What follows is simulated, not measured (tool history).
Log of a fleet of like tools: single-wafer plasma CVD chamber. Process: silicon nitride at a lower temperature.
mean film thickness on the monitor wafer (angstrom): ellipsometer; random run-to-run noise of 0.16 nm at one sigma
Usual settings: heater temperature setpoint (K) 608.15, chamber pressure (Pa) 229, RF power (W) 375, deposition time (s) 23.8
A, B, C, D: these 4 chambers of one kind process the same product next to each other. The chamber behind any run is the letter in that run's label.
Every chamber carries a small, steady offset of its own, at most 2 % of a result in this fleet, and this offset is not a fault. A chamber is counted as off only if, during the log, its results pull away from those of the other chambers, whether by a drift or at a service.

| run | hour | heater temperature setpoint (K) | chamber pressure (Pa) | RF power (W) | deposition time (s) | hours since the last thermocouple change | hours since the last RF generator calibration | hours since the last manometer calibration | read-back reference wafer on the same gauge, thickness_nm | mean film thickness on the monitor wafer (angstrom) |
|---|---|---|---|---|---|---|---|---|---|---|
| 1B | 2.8 | 608.15 | 229 | 375 | 23.8 | 2188.3 | 774.4 | 667.5 | 30.595 | 328.43 |
| 2A | 6.4 | 608.15 | 229 | 375 | 23.8 | 17.8 | 496.9 | 797 | 30.612 | 332.26 |
| 3C | 9 | 608.15 | 229 | 375 | 23.8 | 637.6 | 977.1 | 1102.7 | 30.594 | 329.76 |
| 4D | 11.5 | 608.15 | 229 | 375 | 23.8 | 135.4 | 726.9 | 1372.6 | 30.609 | 325.39 |
| 5D | 16.4 | 608.15 | 229 | 375 | 23.8 | 140.3 | 731.8 | 1377.5 | 30.59 | 327.33 |
| 6A | 19.3 | 608.15 | 229 | 375 | 23.8 | 30.7 | 509.8 | 809.9 | 30.643 | 330.98 |
| 7B | 24.2 | 608.15 | 229 | 375 | 23.8 | 2209.7 | 795.8 | 688.9 | 30.567 | 329.82 |
| 8C | 26.9 | 608.15 | 229 | 375 | 23.8 | 655.5 | 995 | 1120.6 | 30.639 | 327.96 |
| 9A | 31.1 | 608.15 | 229 | 375 | 23.8 | 42.5 | 521.6 | 821.7 | 30.607 | 330.67 |
| 10D | 34.8 | 608.15 | 229 | 375 | 23.8 | 158.7 | 750.2 | 1395.9 | 30.614 | 326.45 |
| 11C | 38.3 | 608.15 | 229 | 375 | 23.8 | 666.9 | 1006.4 | 1132 | 30.606 | 333.88 |
| 12B | 42.7 | 608.15 | 229 | 375 | 23.8 | 2228.2 | 814.3 | 707.4 | 30.613 | 331.9 |
| 13C | 46.5 | 608.15 | 229 | 375 | 23.8 | 675.1 | 1014.6 | 1140.2 | 30.608 | 331.9 |
| 14A | 50.5 | 608.15 | 229 | 375 | 23.8 | 61.9 | 541 | 841.1 | 30.597 | 330.89 |
| 15B | 54.8 | 608.15 | 229 | 375 | 23.8 | 2240.3 | 826.4 | 719.5 | 30.65 | 333.87 |
| 16D | 57.6 | 608.15 | 229 | 375 | 20.8 | 181.5 | 773 | 1418.7 | 30.56 | 283.72 |
| 17C | 62 | 608.15 | 229 | 375 | 20.8 | 690.6 | 1030.1 | 1155.7 | 30.591 | 289.8 |
| 18D | 66 | 608.15 | 229 | 375 | 20.8 | 189.9 | 781.4 | 1427.1 | 30.559 | 284.21 |
| 19A | 68.4 | 608.15 | 229 | 375 | 20.8 | 79.8 | 558.9 | 859 | 30.592 | 289.01 |
| 20B | 71.6 | 608.15 | 229 | 375 | 23.8 | 2257.1 | 843.2 | 736.3 | 30.579 | 332.9 |
| 21D | 76 | 608.15 | 229 | 375 | 23.8 | 199.9 | 791.4 | 1437.1 | 30.627 | 327.65 |
| 22B | 80.8 | 608.15 | 229 | 375 | 23.8 | 2266.3 | 852.4 | 745.5 | 30.587 | 331.58 |
| 23A | 83.9 | 608.15 | 229 | 375 | 23.8 | 95.3 | 574.4 | 874.5 | 30.577 | 331.93 |
| 24C | 88.5 | 608.15 | 229 | 375 | 23.8 | 717.1 | 1056.6 | 1182.2 | 30.587 | 331.58 |
| 25B | 91.6 | 608.15 | 229 | 375 | 23.8 | 2277.1 | 863.2 | 756.3 | 30.585 | 330.82 |
| 26D | 96 | 594.15 | 229 | 375 | 23.8 | 219.9 | 811.4 | 1457.1 | 30.637 | 326.56 |
| 27C | 100.7 | 594.15 | 229 | 375 | 23.8 | 729.3 | 1068.8 | 1194.4 | 30.554 | 334.89 |
| 28A | 105.2 | 594.15 | 229 | 375 | 23.8 | 116.6 | 595.7 | 895.8 | 30.62 | 335.3 |
| 29B | 107.8 | 594.15 | 229 | 375 | 23.8 | 2293.3 | 879.4 | 772.5 | 30.639 | 336.2 |

For the next run the whole fleet of 4 chambers uses the same settings. Give each chamber's results:
| 30A | 111.3 | 608.15 | 229 | 375 | 23.8 |  |  |  |  | ? |
| 30B | 111.3 | 608.15 | 229 | 375 | 23.8 |  |  |  |  | ? |
| 30C | 111.3 | 608.15 | 229 | 375 | 23.8 |  |  |  |  | ? |
| 30D | 111.3 | 608.15 | 229 | 375 | 23.8 |  |  |  |  | ? |

| run | mean film thickness on the monitor wafer (angstrom) |
|---|---|
| 30A | 330.43 |
| 30B | 331.17 |
| 30C | 330.07 |
| 30D | 324.27 |

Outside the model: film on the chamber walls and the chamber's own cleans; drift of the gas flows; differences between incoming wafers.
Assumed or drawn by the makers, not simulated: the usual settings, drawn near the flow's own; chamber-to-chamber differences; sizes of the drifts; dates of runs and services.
